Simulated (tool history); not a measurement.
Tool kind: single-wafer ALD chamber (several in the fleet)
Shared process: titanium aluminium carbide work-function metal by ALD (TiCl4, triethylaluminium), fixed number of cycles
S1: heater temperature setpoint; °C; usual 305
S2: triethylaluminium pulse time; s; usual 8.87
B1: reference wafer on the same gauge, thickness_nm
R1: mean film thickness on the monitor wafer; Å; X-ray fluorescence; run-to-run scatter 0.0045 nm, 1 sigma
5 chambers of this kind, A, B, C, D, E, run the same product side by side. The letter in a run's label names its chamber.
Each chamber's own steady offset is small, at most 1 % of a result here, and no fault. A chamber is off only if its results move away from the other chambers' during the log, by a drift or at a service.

Run 1C, hour 4.1: usual settings; B1 2.1705. Result: R1 20.077 Å.
Run 2D, hour 8.1: usual settings; B1 2.1700. Result: R1 20.287 Å.
Run 3E, hour 12.9: usual settings; B1 2.1699. Result: R1 19.944 Å.
Run 4A, hour 16.7: usual settings; B1 2.1700. Result: R1 20.350 Å.
Run 5B, hour 22.5: usual settings; B1 2.1697. Result: R1 20.308 Å.
Run 6C, hour 26.5: usual settings; B1 2.1698. Result: R1 20.021 Å.
Run 7A, hour 32.2: usual settings; B1 2.1705. Result: R1 20.281 Å.
Run 8E, hour 37.1: usual settings; B1 2.1701. Result: R1 20.006 Å.
Run 9D, hour 43.0: usual settings; B1 2.1700. Result: R1 20.265 Å.
Run 10B, hour 49.2: usual settings; B1 2.1699. Result: R1 20.374 Å.
Run 11C, hour 52.6: usual settings; B1 2.1696. Result: R1 20.046 Å.
Run 12E, hour 59.3: usual settings; B1 2.1708. Result: R1 20.050 Å.
Run 13D, hour 62.2: usual settings but S1 296 °C, S2 10.76 s; B1 2.1704. Result: R1 19.893 Å.
Run 14A, hour 66.8: usual settings but S1 296 °C, S2 10.76 s; B1 2.1692. Result: R1 19.912 Å.
At hour 71.2: chamber D: thermocouple changed; heater temperature recalibrated.
Run 15B, hour 71.5: usual settings but S1 296 °C, S2 10.76 s; B1 2.1696. Result: R1 19.934 Å.
Run 16C, hour 76.9: usual settings but S1 296 °C, S2 10.76 s; B1 2.1698. Result: R1 19.764 Å.
Run 17A, hour 81.4: usual settings but S1 296 °C, S2 10.76 s; B1 2.1705. Result: R1 19.958 Å.
Run 18D, hour 87.7: usual settings; B1 2.1713. Result: R1 20.554 Å.
Run 19B, hour 92.9: usual settings; B1 2.1713. Result: R1 20.280 Å.
At hour 93.7: chamber D: triethylaluminium bottle replaced.
Run 20E, hour 99.5: usual settings but S1 310 °C; B1 2.1709. Result: R1 20.406 Å.
Run 21C, hour 104.7: usual settings but S1 310 °C; B1 2.1701. Result: R1 20.489 Å.
Run 22A, hour 108.0: usual settings but S1 310 °C; B1 2.1697. Result: R1 20.780 Å.
Run 23B, hour 112.5: usual settings but S1 310 °C; B1 2.1701. Result: R1 20.753 Å.
Run 24E, hour 117.1: usual settings but S1 310 °C; B1 2.1705. Result: R1 20.380 Å.
Run 25D, hour 123.1: usual settings; B1 2.1719. Result: R1 20.616 Å.
Run 26C, hour 128.7: usual settings; B1 2.1706. Result: R1 20.092 Å.
Run 27A, hour 132.5: usual settings; B1 2.1695. Result: R1 20.287 Å.
Run 28D, hour 138.4: usual settings but S1 299 °C; B1 2.1698. Result: R1 19.938 Å.
Run 29E, hour 145.0: usual settings but S1 299 °C; B1 2.1698. Result: R1 19.515 Å.
Run 30B, hour 151.3: usual settings but S1 299 °C; B1 2.1704. Result: R1 19.760 Å.
Run 31A, hour 157.0: usual settings but S1 299 °C; B1 2.1696. Result: R1 19.747 Å.
Run 32D, hour 161.8: usual settings but S1 299 °C; B1 2.1695. Result: R1 20.000 Å.
Run 33C, hour 167.9: usual settings; B1 2.1717. Result: R1 20.015 Å.
Run 34E, hour 171.5: usual settings; B1 2.1699. Result: R1 20.000 Å.
Run 35B, hour 174.9: usual settings; B1 2.1689. Result: R1 20.217 Å.
Run 36D, hour 178.8: usual settings; B1 2.1699. Result: R1 20.521 Å.
Run 37B, hour 184.4: usual settings but S1 299 °C; B1 2.1707. Result: R1 19.723 Å.
Run 38C, hour 187.6: usual settings but S1 299 °C; B1 2.1688. Result: R1 19.570 Å.
Run 39A, hour 190.5: usual settings but S1 299 °C; B1 2.1693. Result: R1 19.789 Å.
Run 40E, hour 197.2: usual settings but S1 299 °C; B1 2.1710. Result: R1 19.540 Å.
Run 41A, hour 203.3: usual settings but S1 299 °C; B1 2.1706. Result: R1 19.650 Å.

What goes on in this fleet: one chamber off, a drifting gauge, or nothing beyond the chambers' own small offsets? Name the chamber and the cause, if any.

The work done on chamber D during a service left it standing apart from the others.
Cause: wafer temperature above the value expected at the setpoint (K) = 3.05.

Here are 4 candidates for chamber D's next run, each the usual settings with a change, their results left as question marks. Which one brings its results back in line with what the others give on the usual settings?
Allowed miss from the other chambers' usual-settings mean, per result, to count as in line: R1 0.160 Å
Run 42D-1, hour 208.1: usual settings but S1 303 °C, S2 8.39 s. Result: R1 ?.
Run 42D-2, hour 208.1: usual settings but S1 309 °C, S2 9.76 s. Result: R1 ?.
Run 42D-3, hour 208.1: usual settings but S1 309 °C. Result: R1 ?.
Run 42D-4, hour 208.1: usual settings but S2 7.55 s. Result: R1 ?.

Usual-settings mean across the other chambers: R1 20.151 Å
  run      R1
42D-1  20.169
42D-2  21.129
42D-3  20.860
42D-4  19.943
42D-1 brings the chamber back in line.
